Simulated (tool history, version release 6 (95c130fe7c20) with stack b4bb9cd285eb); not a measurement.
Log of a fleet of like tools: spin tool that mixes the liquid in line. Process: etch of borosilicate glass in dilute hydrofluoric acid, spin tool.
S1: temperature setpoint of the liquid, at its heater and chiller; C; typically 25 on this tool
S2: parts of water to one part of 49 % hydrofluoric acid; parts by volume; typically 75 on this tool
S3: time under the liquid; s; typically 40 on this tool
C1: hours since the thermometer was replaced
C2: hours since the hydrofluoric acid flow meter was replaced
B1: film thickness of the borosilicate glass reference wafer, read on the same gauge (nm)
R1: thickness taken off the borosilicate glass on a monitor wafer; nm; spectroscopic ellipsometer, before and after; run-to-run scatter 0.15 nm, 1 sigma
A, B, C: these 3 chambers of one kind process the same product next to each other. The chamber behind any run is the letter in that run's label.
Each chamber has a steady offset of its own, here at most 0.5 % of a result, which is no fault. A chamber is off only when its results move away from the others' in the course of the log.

| run | day | S1 | S2 | S3 | C1 | C2 | B1 | R1 |
|---|---|---|---|---|---|---|---|---|
| 1A | 0.258 | 25 | 75 | 40 | 1060.6 | 559.3 | 120.02 | 18.751 |
| 2B | 0.471 | 25 | 75 | 40 | 1119.8 | 437.1 | 120.01 | 18.515 |
| 3C | 0.838 | 25 | 75 | 40 | 2152.2 | 798.3 | 120.01 | 18.775 |
| 4B | 1.071 | 25 | 75 | 40 | 1134.2 | 451.5 | 120 | 18.573 |
| 5A | 1.262 | 25 | 75 | 40 | 1084.7 | 583.4 | 120.01 | 18.838 |
| 6C | 1.588 | 25 | 75 | 40 | 2170.2 | 816.3 | 120.01 | 18.649 |
| 7A | 1.821 | 25 | 75 | 40 | 1098.1 | 596.8 | 119.99 | 18.551 |
| 8C | 2.05 | 25 | 75 | 25 | 2181.3 | 827.4 | 120.01 | 11.748 |
| 9B | 2.379 | 25 | 75 | 25 | 1165.6 | 482.9 | 120.01 | 11.545 |
| 10B | 2.725 | 25 | 75 | 25 | 1173.9 | 491.2 | 120.01 | 11.766 |
| 11C | 2.979 | 25 | 75 | 40 | 2203.6 | 849.7 | 119.98 | 18.968 |
| 12A | 3.329 | 25 | 75 | 40 | 1134.3 | 633 | 120.01 | 19.305 |
| 13B | 3.579 | 25 | 75 | 40 | 1194.4 | 511.7 | 119.96 | 18.614 |
| 14A | 3.962 | 25 | 75 | 40 | 1149.5 | 648.2 | 120.01 | 19.42 |
| 15C | 4.229 | 25 | 75 | 40 | 2233.6 | 879.7 | 120.02 | 18.915 |
| 16B | 4.508 | 25 | 75 | 40 | 1216.7 | 534 | 119.99 | 18.397 |
| 17A | 4.871 | 25 | 75 | 40 | 1171.3 | 670 | 120.02 | 19.455 |
| 18C | 5.05 | 25 | 75 | 40 | 2253.3 | 899.4 | 119.97 | 18.798 |
| 19B | 5.388 | 25 | 75 | 40 | 1237.8 | 555.1 | 120.02 | 18.616 |
| 20A | 5.646 | 25 | 75 | 40 | 1189.9 | 688.6 | 119.98 | 19.534 |
| 21C | 5.921 | 25 | 75 | 40 | 2274.2 | 920.3 | 120 | 18.675 |
| 22A | 6.171 | 25 | 75 | 40 | 1202.5 | 701.2 | 120 | 19.504 |
| 23B | 6.417 | 25 | 75 | 40 | 1262.5 | 579.8 | 120 | 18.584 |
| 24C | 6.683 | 25 | 75 | 40 | 2292.5 | 938.6 | 119.99 | 18.767 |
| 25A | 7.038 | 25 | 75 | 40 | 1223.3 | 722 | 119.99 | 19.741 |
| 26C | 7.308 | 25 | 75 | 40 | 2307.5 | 953.6 | 120.01 | 18.854 |
| 27B | 7.658 | 25 | 75 | 55 | 1292.3 | 609.6 | 119.99 | 26.167 |
| 28A | 8.012 | 25 | 75 | 55 | 1246.7 | 745.4 | 120.01 | 27.671 |
| 29C | 8.333 | 25 | 75 | 55 | 2332.1 | 978.2 | 120 | 26.175 |
| 30B | 8.654 | 25 | 75 | 40 | 1316.2 | 633.5 | 119.99 | 18.92 |
| 31B | 8.971 | 25 | 75 | 40 | 1323.8 | 641.1 | 120.01 | 18.566 |
| 32A | 9.142 | 25 | 75 | 40 | 1273.8 | 772.5 | 120 | 19.837 |
| 33C | 9.421 | 25 | 75 | 40 | 2358.2 | 1004.3 | 120.02 | 18.85 |
| 34B | 9.804 | 25 | 75 | 40 | 1343.8 | 661.1 | 120.01 | 18.382 |
| 35A | 10.004 | 25 | 75 | 40 | 1294.5 | 793.2 | 119.99 | 20.374 |
| 36C | 10.312 | 25 | 75 | 40 | 2379.6 | 1025.7 | 120.01 | 19.034 |
| 37A | 10.667 | 25 | 75 | 40 | 1310.4 | 809.1 | 120.02 | 20.553 |
| 38C | 10.862 | 25 | 75 | 40 | 2392.8 | 1038.9 | 119.99 | 18.674 |

All chambers now run identical settings, listed one chamber a line with results as question marks. What results will each chamber show?
| 39A | 11.138 | 25 | 75 | 40 |  |  |  | ? |
| 39B | 11.138 | 25 | 75 | 40 |  |  |  | ? |
| 39C | 11.138 | 25 | 75 | 40 |  |  |  | ? |

| run | R1 |
|---|---|
| 39A | 20.658 |
| 39B | 18.48 |
| 39C | 18.778 |
